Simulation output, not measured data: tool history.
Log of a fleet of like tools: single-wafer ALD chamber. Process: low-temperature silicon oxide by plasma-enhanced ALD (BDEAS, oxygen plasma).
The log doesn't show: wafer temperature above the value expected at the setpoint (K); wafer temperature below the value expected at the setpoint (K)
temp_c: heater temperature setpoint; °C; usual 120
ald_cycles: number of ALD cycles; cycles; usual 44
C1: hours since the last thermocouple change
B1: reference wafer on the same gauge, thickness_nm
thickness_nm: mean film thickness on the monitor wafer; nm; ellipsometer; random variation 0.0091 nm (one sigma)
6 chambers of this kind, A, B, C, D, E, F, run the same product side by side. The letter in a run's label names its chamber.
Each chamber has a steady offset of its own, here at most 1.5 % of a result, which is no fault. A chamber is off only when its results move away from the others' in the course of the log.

Run 1E, hour 10.2: usual settings; C1 692.0; B1 7.2727. Result: thickness_nm 6.1179 nm.
Run 2F, hour 18.4: usual settings; C1 1910.0; B1 7.2718. Result: thickness_nm 6.0377 nm.
Run 3B, hour 26.0: usual settings; C1 1144.1; B1 7.2724. Result: thickness_nm 6.0629 nm.
Run 4A, hour 39.6: usual settings; C1 383.4; B1 7.2733. Result: thickness_nm 6.1341 nm.
Run 5C, hour 52.0: usual settings; C1 664.9; B1 7.2720. Result: thickness_nm 6.1042 nm.
Run 6D, hour 65.4: usual settings; C1 1018.8; B1 7.2744. Result: thickness_nm 6.0913 nm.
At hour 77.3: chamber B: thermocouple changed; heater temperature recalibrated.
Run 7F, hour 78.8: usual settings; C1 1970.4; B1 7.2748. Result: thickness_nm 6.0353 nm.
Run 8C, hour 93.3: usual settings; C1 706.2; B1 7.2761. Result: thickness_nm 6.1212 nm.
Run 9E, hour 100.6: usual settings; C1 782.4; B1 7.2777. Result: thickness_nm 6.1224 nm.
Run 10A, hour 114.9: usual settings but temp_c 134 °C, ald_cycles 41 cycles; C1 458.7; B1 7.2823. Result: thickness_nm 5.5784 nm.
Run 11B, hour 127.9: usual settings but temp_c 134 °C, ald_cycles 41 cycles; C1 50.6; B1 7.2785. Result: thickness_nm 5.5165 nm.
At hour 131.1: chamber F: thermocouple changed; heater temperature recalibrated.
Run 12D, hour 141.9: usual settings but temp_c 134 °C, ald_cycles 41 cycles; C1 1095.3; B1 7.2836. Result: thickness_nm 5.5588 nm.
Run 13C, hour 152.2: usual settings but temp_c 134 °C, ald_cycles 41 cycles; C1 765.1; B1 7.2816. Result: thickness_nm 5.5541 nm.
Run 14B, hour 159.9: usual settings but temp_c 134 °C, ald_cycles 41 cycles; C1 82.6; B1 7.2867. Result: thickness_nm 5.5082 nm.
Run 15D, hour 174.7: usual settings but temp_c 134 °C, ald_cycles 41 cycles; C1 1128.1; B1 7.2872. Result: thickness_nm 5.5423 nm.
Run 16E, hour 184.1: usual settings; C1 865.9; B1 7.2864. Result: thickness_nm 6.1281 nm.
Run 17A, hour 193.8: usual settings; C1 537.6; B1 7.2893. Result: thickness_nm 6.1394 nm.
Run 18F, hour 206.9: usual settings; C1 75.8; B1 7.2887. Result: thickness_nm 6.0662 nm.
Run 19C, hour 216.7: usual settings but ald_cycles 36 cycles; C1 829.6; B1 7.2893. Result: thickness_nm 5.0209 nm.
Run 20B, hour 227.7: usual settings but ald_cycles 36 cycles; C1 150.4; B1 7.2924. Result: thickness_nm 4.9856 nm.
Run 21A, hour 241.9: usual settings but ald_cycles 36 cycles; C1 585.7; B1 7.2945. Result: thickness_nm 5.0389 nm.
Run 22D, hour 253.4: usual settings but ald_cycles 36 cycles; C1 1206.8; B1 7.2956. Result: thickness_nm 5.0040 nm.
Run 23F, hour 267.2: usual settings but ald_cycles 36 cycles; C1 136.1; B1 7.2965. Result: thickness_nm 4.9618 nm.
Run 24E, hour 281.1: usual settings but ald_cycles 36 cycles; C1 962.9; B1 7.2971. Result: thickness_nm 5.0172 nm.
Run 25F, hour 291.7: usual settings; C1 160.6; B1 7.2977. Result: thickness_nm 6.0558 nm.
Run 26D, hour 300.1: usual settings; C1 1253.5; B1 7.2990. Result: thickness_nm 6.1114 nm.
Run 27A, hour 310.7: usual settings; C1 654.5; B1 7.3018. Result: thickness_nm 6.1688 nm.
Run 28E, hour 319.7: usual settings; C1 1001.5; B1 7.2989. Result: thickness_nm 6.1426 nm.
Run 29C, hour 334.0: usual settings but ald_cycles 47 cycles; C1 946.9; B1 7.3004. Result: thickness_nm 6.5493 nm.
Run 30B, hour 344.6: usual settings but ald_cycles 47 cycles; C1 267.3; B1 7.3013. Result: thickness_nm 6.5016 nm.
Run 31F, hour 354.5: usual settings but ald_cycles 47 cycles; C1 223.4; B1 7.3029. Result: thickness_nm 6.4865 nm.
Run 32C, hour 367.0: usual settings but ald_cycles 47 cycles; C1 979.9; B1 7.3027. Result: thickness_nm 6.5804 nm.
Run 33E, hour 376.9: usual settings but ald_cycles 47 cycles; C1 1058.7; B1 7.3014. Result: thickness_nm 6.5594 nm.
Run 34B, hour 385.7: usual settings but ald_cycles 47 cycles; C1 308.4; B1 7.3038. Result: thickness_nm 6.5105 nm.
Run 35D, hour 399.4: usual settings; C1 1352.8; B1 7.3048. Result: thickness_nm 6.1214 nm.
Run 36A, hour 412.3: usual settings; C1 756.1; B1 7.3072. Result: thickness_nm 6.1854 nm.
Run 37D, hour 422.4: usual settings; C1 1375.8; B1 7.3051. Result: thickness_nm 6.1196 nm.
Run 38E, hour 436.4: usual settings; C1 1118.2; B1 7.3092. Result: thickness_nm 6.1661 nm.
Run 39C, hour 448.4: usual settings; C1 1061.3; B1 7.3106. Result: thickness_nm 6.1538 nm.
Run 40A, hour 455.6: usual settings; C1 799.4; B1 7.3098. Result: thickness_nm 6.1599 nm.
Run 41F, hour 468.2: usual settings; C1 337.1; B1 7.3124. Result: thickness_nm 6.0799 nm.
Run 42B, hour 478.9: usual settings; C1 401.6; B1 7.3142. Result: thickness_nm 6.1070 nm.

All 6 chambers run these settings next. Forecast each chamber's results:
Run 43A, hour 489.7: usual settings. Result: thickness_nm ?.
Run 43B, hour 489.7: usual settings. Result: thickness_nm ?.
Run 43C, hour 489.7: usual settings. Result: thickness_nm ?.
Run 43D, hour 489.7: usual settings. Result: thickness_nm ?.
Run 43E, hour 489.7: usual settings. Result: thickness_nm ?.
Run 43F, hour 489.7: usual settings. Result: thickness_nm ?.

run  thickness_nm
43A        6.1730
43B        6.0900
43C        6.1519
43D        6.1421
43E        6.1537
43F        6.0780
